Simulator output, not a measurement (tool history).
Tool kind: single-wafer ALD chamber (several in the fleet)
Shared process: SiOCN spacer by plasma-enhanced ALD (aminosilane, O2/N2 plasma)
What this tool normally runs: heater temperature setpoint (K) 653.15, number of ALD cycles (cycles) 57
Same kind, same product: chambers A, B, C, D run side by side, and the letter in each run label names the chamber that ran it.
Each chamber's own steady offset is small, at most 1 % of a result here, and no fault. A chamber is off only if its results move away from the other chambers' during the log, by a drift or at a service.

run  hour  heater temperature setpoint (K)  number of ALD cycles (cycles)  hours since the last thermocouple change  read-back reference wafer on the same gauge, thickness_nm  mean film thickness on the monitor wafer (nm)
      2.2  -- chamber A: thermocouple changed; heater temperature recalibrated
 1A   3.6                           653.15                             57                                       1.5                                                     3.1800                                         3.4269
 2C   7.8                           653.15                             57                                     140.0                                                     3.1805                                         3.4597
 3B  11.3                           653.15                             57                                    2610.7                                                     3.1785                                         3.4583
 4D  15.6                           653.15                             57                                     650.6                                                     3.1805                                         3.4348
 5D  19.7                           653.15                             57                                     654.7                                                     3.1778                                         3.3981
 6B  24.4                           653.15                             57                                    2623.8                                                     3.1792                                         3.4503
 7C  29.0                           653.15                             57                                     161.2                                                     3.1781                                         3.4512
 8A  32.0                           658.15                             57                                      29.9                                                     3.1792                                         3.4187
 9C  36.6                           658.15                             57                                     168.8                                                     3.1801                                         3.4731
10D  41.3                           658.15                             57                                     676.3                                                     3.1805                                         3.4093
11B  45.7                           658.15                             57                                    2645.1                                                     3.1814                                         3.4668
12A  50.1                           653.15                             57                                      48.0                                                     3.1785                                         3.4276
13D  53.7                           653.15                             57                                     688.7                                                     3.1796                                         3.4169
14B  57.2                           640.15                             57                                    2656.6                                                     3.1826                                         3.4679
15C  59.6                           640.15                             57                                     191.8                                                     3.1834                                         3.4416
16A  62.5                           640.15                             57                                      60.4                                                     3.1838                                         3.4315
17B  65.7                           640.15                             57                                    2665.1                                                     3.1789                                         3.4841
18D  70.3                           653.15                             57                                     705.3                                                     3.1788                                         3.4096
19C  74.0                           653.15                             57                                     206.2                                                     3.1786                                         3.4576
20A  79.2                           653.15                             57                                      77.1                                                     3.1827                                         3.4428
21B  83.9                           653.15                             61                                    2683.3                                                     3.1793                                         3.7042
22A  86.4                           653.15                             61                                      84.3                                                     3.1773                                         3.6625
23D  90.9                           653.15                             61                                     725.9                                                     3.1771                                         3.6505
24C  95.1                           653.15                             61                                     227.3                                                     3.1787                                         3.7241
25D  99.3                           653.15                             57                                     734.3                                                     3.1782                                         3.4132

Decide between three cases: one chamber stands off from its peers, the gauge reading all wafers drifts, or nothing is wrong past each chamber's small offset. Where a chamber is off, say which and what most likely put it there.

Nothing is wrong: each chamber keeps only its own small, steady offset and the gauge holds still.

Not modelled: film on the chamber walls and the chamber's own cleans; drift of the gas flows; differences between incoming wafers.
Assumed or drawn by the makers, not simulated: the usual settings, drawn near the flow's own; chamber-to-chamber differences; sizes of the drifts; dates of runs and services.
